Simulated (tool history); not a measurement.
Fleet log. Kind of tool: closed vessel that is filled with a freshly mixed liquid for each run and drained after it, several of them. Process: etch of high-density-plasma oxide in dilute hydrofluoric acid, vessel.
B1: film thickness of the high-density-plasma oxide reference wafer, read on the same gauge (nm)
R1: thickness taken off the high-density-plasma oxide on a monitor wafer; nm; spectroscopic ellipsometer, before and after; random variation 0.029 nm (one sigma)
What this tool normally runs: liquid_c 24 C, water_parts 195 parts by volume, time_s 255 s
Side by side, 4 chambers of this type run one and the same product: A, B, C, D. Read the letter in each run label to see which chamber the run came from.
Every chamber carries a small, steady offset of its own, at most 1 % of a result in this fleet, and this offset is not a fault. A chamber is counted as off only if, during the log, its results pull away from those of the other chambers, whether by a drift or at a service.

Run 1A, hour 6.3: usual settings; B1 40.028. Result: R1 6.9089 nm.
Run 2D, hour 15.3: usual settings; B1 39.99. Result: R1 6.9425 nm.
Run 3C, hour 26.7: usual settings; B1 39.986. Result: R1 7.0046 nm.
Run 4B, hour 38.2: usual settings; B1 40.025. Result: R1 6.9956 nm.
Run 5D, hour 46.1: usual settings; B1 39.998. Result: R1 6.9639 nm.
Run 6C, hour 60: usual settings; B1 39.96. Result: R1 6.9722 nm.
Run 7B, hour 69.6: usual settings; B1 40.013. Result: R1 6.9617 nm.
Run 8A, hour 79: usual settings; B1 40.022. Result: R1 6.9182 nm.
Run 9B, hour 88.7: usual settings; B1 40.028. Result: R1 6.9469 nm.
Run 10C, hour 102.5: usual settings; B1 39.958. Result: R1 6.947 nm.
Run 11A, hour 115.3: usual settings; B1 40.014. Result: R1 6.9022 nm.
Run 12D, hour 128.5: usual settings but water_parts 115 parts by volume, time_s 180 s; B1 39.986. Result: R1 9.011 nm.
Run 13D, hour 141.2: usual settings but water_parts 115 parts by volume, time_s 180 s; B1 39.994. Result: R1 8.9808 nm.
Run 14B, hour 150.2: usual settings but water_parts 115 parts by volume, time_s 180 s; B1 39.984. Result: R1 9.0163 nm.
Run 15C, hour 159.9: usual settings but water_parts 115 parts by volume, time_s 180 s; B1 39.941. Result: R1 8.9908 nm.
Run 16A, hour 167.7: usual settings; B1 39.999. Result: R1 6.8744 nm.
Run 17D, hour 181.6: usual settings; B1 39.986. Result: R1 6.8918 nm.
Run 18C, hour 194.4: usual settings; B1 39.993. Result: R1 6.9224 nm.
Run 19A, hour 203.1: usual settings; B1 39.993. Result: R1 6.8963 nm.
Run 20B, hour 211: usual settings; B1 40.056. Result: R1 6.9261 nm.
Run 21B, hour 218.4: usual settings; B1 39.997. Result: R1 6.8842 nm.
Run 22C, hour 232.3: usual settings; B1 40.005. Result: R1 6.9388 nm.
Run 23A, hour 246.2: usual settings; B1 39.984. Result: R1 6.9177 nm.
Run 24D, hour 255.2: usual settings but liquid_c 21 C, water_parts 250 parts by volume; B1 40.004. Result: R1 4.5832 nm.
Run 25D, hour 267.1: usual settings but liquid_c 21 C, water_parts 250 parts by volume; B1 40.036. Result: R1 4.5719 nm.
Run 26C, hour 276.7: usual settings but liquid_c 21 C, water_parts 250 parts by volume; B1 40.044. Result: R1 4.6261 nm.
Run 27B, hour 285.3: usual settings but liquid_c 21 C, water_parts 250 parts by volume; B1 40.003. Result: R1 4.5223 nm.
Run 28A, hour 296.3: usual settings but liquid_c 20.5 C, time_s 185 s; B1 40.008. Result: R1 4.3801 nm.
Run 29D, hour 303.7: usual settings but liquid_c 20.5 C, time_s 185 s; B1 40.058. Result: R1 4.4365 nm.
Run 30A, hour 315.8: usual settings but liquid_c 20.5 C, time_s 185 s; B1 40.032. Result: R1 4.3821 nm.
Run 31C, hour 330.1: usual settings but liquid_c 20.5 C, time_s 185 s; B1 40.022. Result: R1 4.4106 nm.
Run 32B, hour 343.3: usual settings; B1 40.011. Result: R1 6.8698 nm.
Run 33B, hour 355.2: usual settings; B1 40.006. Result: R1 6.808 nm.
Run 34C, hour 365.5: usual settings; B1 39.989. Result: R1 6.9944 nm.
Run 35D, hour 379.9: usual settings but liquid_c 26.5 C; B1 39.982. Result: R1 7.5649 nm.
Run 36A, hour 389.7: usual settings but liquid_c 26.5 C; B1 40.04. Result: R1 7.5921 nm.
Run 37D, hour 396.9: usual settings but liquid_c 26.5 C; B1 39.967. Result: R1 7.6143 nm.
Run 38C, hour 409.8: usual settings but liquid_c 26.5 C; B1 40.011. Result: R1 7.6158 nm.

Is one chamber out of step, is the gauge drifting, or do the chambers differ by no more than their own small offsets? For an off chamber, give its letter and the likeliest cause.

It is chamber B that slowly wanders off from its peers.
What lies behind it: liquid colder than its thermometer reads (K) = 0.703.
The log may not separate it from: hydrofluoric acid flow below the setpoint (%).

Here are 4 candidates for chamber B's next run, each the usual settings with a change, their results left as question marks. Which one brings its results back in line with what the others give on the usual settings?
In-line tolerance around the mean of the other chambers on the usual settings: R1 0.1 nm
Run 39B-1, hour 420.2: usual settings but time_s 250 s. Result: R1 ?.
Run 39B-2, hour 420.2: usual settings but water_parts 200 parts by volume, time_s 250 s. Result: R1 ?.
Run 39B-3, hour 420.2: usual settings but time_s 260 s. Result: R1 ?.
Run 39B-4, hour 420.2: usual settings but water_parts 190 parts by volume, time_s 260 s. Result: R1 ?.

The other chambers' mean on the usual settings: R1 6.9353 nm
  run      R1
39B-1   6.673
39B-2  6.4726
39B-3  6.9399
39B-4  7.1601
39B-3 brings the chamber back in line.

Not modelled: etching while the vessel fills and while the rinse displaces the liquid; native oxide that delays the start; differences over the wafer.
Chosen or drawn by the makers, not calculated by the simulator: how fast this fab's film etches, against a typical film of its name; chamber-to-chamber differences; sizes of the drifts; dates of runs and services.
